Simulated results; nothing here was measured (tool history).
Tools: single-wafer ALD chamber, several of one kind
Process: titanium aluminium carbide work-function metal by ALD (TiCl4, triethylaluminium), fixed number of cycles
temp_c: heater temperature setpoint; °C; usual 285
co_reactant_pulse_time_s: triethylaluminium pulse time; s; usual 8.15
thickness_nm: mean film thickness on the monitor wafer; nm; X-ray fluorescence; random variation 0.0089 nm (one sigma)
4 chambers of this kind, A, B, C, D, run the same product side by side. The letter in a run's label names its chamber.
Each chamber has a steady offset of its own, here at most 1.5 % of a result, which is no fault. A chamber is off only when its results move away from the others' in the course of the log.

run	day	temp_c	co_reactant_pulse_time_s	read-back reference wafer on the same gauge, thickness_nm	thickness_nm
1C	0.417	285	8.15	1.8415	1.8170
2B	0.979	285	8.15	1.8399	1.8173
3D	1.262	285	8.15	1.8383	1.7964
4A	1.638	285	8.15	1.8397	1.7908
5D	2.204	285	8.15	1.8395	1.8017
6B	2.783	285	8.15	1.8392	1.8202
7A	3.342	285	8.15	1.8392	1.7967
8C	3.733	285	8.15	1.8405	1.8213
9C	4.283	285	8.15	1.8405	1.8102
10B	4.804	285	8.15	1.8374	1.8085
11D	5.229	295	6.37	1.8400	1.7773
12A	5.754	295	6.37	1.8414	1.7924
# day 6.217: chamber C: triethylaluminium bottle replaced
13A	6.300	295	6.37	1.8382	1.7889
14B	6.654	295	6.37	1.8373	1.7871
15D	7.104	285	8.15	1.8402	1.7830
# day 7.492: chamber D: thermocouple changed; heater temperature recalibrated
16C	7.671	285	8.15	1.8433	1.8188
17A	8.258	285	8.15	1.8405	1.8176
18B	8.842	285	8.15	1.8411	1.8310
19C	9.346	285	6.44	1.8401	1.7158
20D	9.683	285	6.44	1.8407	1.6974
# day 10.017: chamber A: triethylaluminium bottle replaced
21C	10.271	285	6.44	1.8376	1.7327
22D	10.604	285	6.44	1.8406	1.6934
# day 10.792: chamber B: triethylaluminium bottle replaced
23B	11.108	285	8.15	1.8408	1.8140
24A	11.617	285	8.15	1.8398	1.8111
# day 11.842: chamber D: triethylaluminium bottle replaced
25B	12.162	285	8.15	1.8396	1.8192
26A	12.596	285	8.15	1.8402	1.8180
27D	13.192	285	8.15	1.8398	1.8093
28C	13.733	285	8.15	1.8401	1.8117
29C	14.354	285	8.15	1.8408	1.8173
30D	14.721	285	5.07	1.8388	1.5901
31A	15.104	285	5.07	1.8401	1.5851
32B	15.675	285	5.07	1.8388	1.6061
33B	16.079	285	5.07	1.8413	1.5982
34D	16.438	285	8.15	1.8397	1.7865
35A	16.829	285	8.15	1.8406	1.8168
36C	17.212	285	8.15	1.8400	1.8197
# day 17.404: chamber B: thermocouple changed; heater temperature recalibrated
37C	17.738	285	8.15	1.8380	1.8150
38D	18.254	285	8.15	1.8397	1.7838
39B	18.600	285	8.15	1.8411	1.8262
40A	18.979	285	8.15	1.8388	1.8161

All 4 chambers run these settings next. Forecast each chamber's results:
41A	19.425	285	5.42		?
41B	19.425	285	5.42		?
41C	19.425	285	5.42		?
41D	19.425	285	5.42		?

run	thickness_nm
41A	1.6407
41B	1.6348
41C	1.6315
41D	1.6154
